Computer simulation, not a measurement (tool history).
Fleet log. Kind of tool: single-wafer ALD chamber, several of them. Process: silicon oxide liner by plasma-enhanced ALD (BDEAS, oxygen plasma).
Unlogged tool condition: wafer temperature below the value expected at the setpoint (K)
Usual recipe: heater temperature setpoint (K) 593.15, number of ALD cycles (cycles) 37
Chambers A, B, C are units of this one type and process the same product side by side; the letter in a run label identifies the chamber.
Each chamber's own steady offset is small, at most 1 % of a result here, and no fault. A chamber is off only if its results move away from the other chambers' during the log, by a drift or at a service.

run	hour	heater temperature setpoint (K)	number of ALD cycles (cycles)	hours since the last thermocouple change	read-back reference wafer on the same gauge, thickness_nm	mean film thickness on the monitor wafer (nm)
1C	15.1	593.15	37	424.5	3.5902	3.3449
2B	23.6	593.15	37	30.4	3.5914	3.3382
3A	37.3	593.15	37	556.1	3.5907	3.3715
4A	46.1	593.15	37	564.9	3.5914	3.365
5B	53.7	593.15	37	60.5	3.5924	3.3467
6C	67.5	593.15	37	476.9	3.5928	3.3477
7B	77.7	593.15	37	84.5	3.5924	3.3398
8C	85	593.15	37	494.4	3.5928	3.3464
9A	99.9	593.15	37	618.7	3.5944	3.372
10B	111.1	593.15	37	117.9	3.5937	3.3433
11C	124.1	593.15	37	533.5	3.5958	3.3457
12A	132.1	593.15	37	650.9	3.5955	3.3736
13A	144.7	602.15	31	663.5	3.5946	2.7911
14C	158.7	602.15	31	568.1	3.5944	2.7722
15B	167.4	602.15	31	174.2	3.5963	2.7671
16C	176.9	593.15	37	586.3	3.5971	3.3507
17A	189.5	593.15	37	708.3	3.5974	3.3783
18B	204.9	593.15	37	211.7	3.5981	3.3463
19A	215	593.15	37	733.8	3.5977	3.3784
20B	225.3	593.15	37	232.1	3.5982	3.3395
21C	234.3	593.15	37	643.7	3.5986	3.3519
22A	247	593.15	37	765.8	3.6002	3.3789
23B	257.7	593.15	37	264.5	3.5992	3.3424
24C	266.6	593.15	37	676	3.6009	3.3558
25B	273.9	599.15	40	280.7	3.6012	3.5925
26C	285.3	599.15	40	694.7	3.6017	3.5946
27A	293.2	599.15	40	812	3.5996	3.6179
28A	306.1	593.15	37	824.9	3.6017	3.382
29C	318.6	593.15	37	728	3.6027	3.3501
30B	327.1	593.15	37	333.9	3.6025	3.3434
31A	336.8	593.15	37	855.6	3.6033	3.3838
32C	347.4	593.15	42	756.8	3.603	3.8096
33B	356.6	593.15	42	363.4	3.6035	3.8068
34B	370.5	593.15	42	377.3	3.6045	3.8058
35A	380	593.15	31	898.8	3.6035	2.8359
36C	392	593.15	31	801.4	3.6049	2.8158
37B	401	593.15	31	407.8	3.6052	2.8084
38C	412.1	593.15	37	821.5	3.6052	3.3604
39A	423.3	593.15	37	942.1	3.606	3.3831
40C	434.2	593.15	37	843.6	3.6066	3.3574
41A	447.5	593.15	37	966.3	3.6074	3.3839
42B	463.3	593.15	37	470.1	3.6066	3.3539

Which is it: a chamber that has drifted or been left off by a service, a gauge drift common to all chambers, or only each chamber's usual small offset? If a chamber is off, name it and its likeliest cause.

Every chamber seems to shift together because the gauge that measures them all drifts; the chambers themselves are fine.
Likeliest cause: gauge reads high (%) = 0.504.
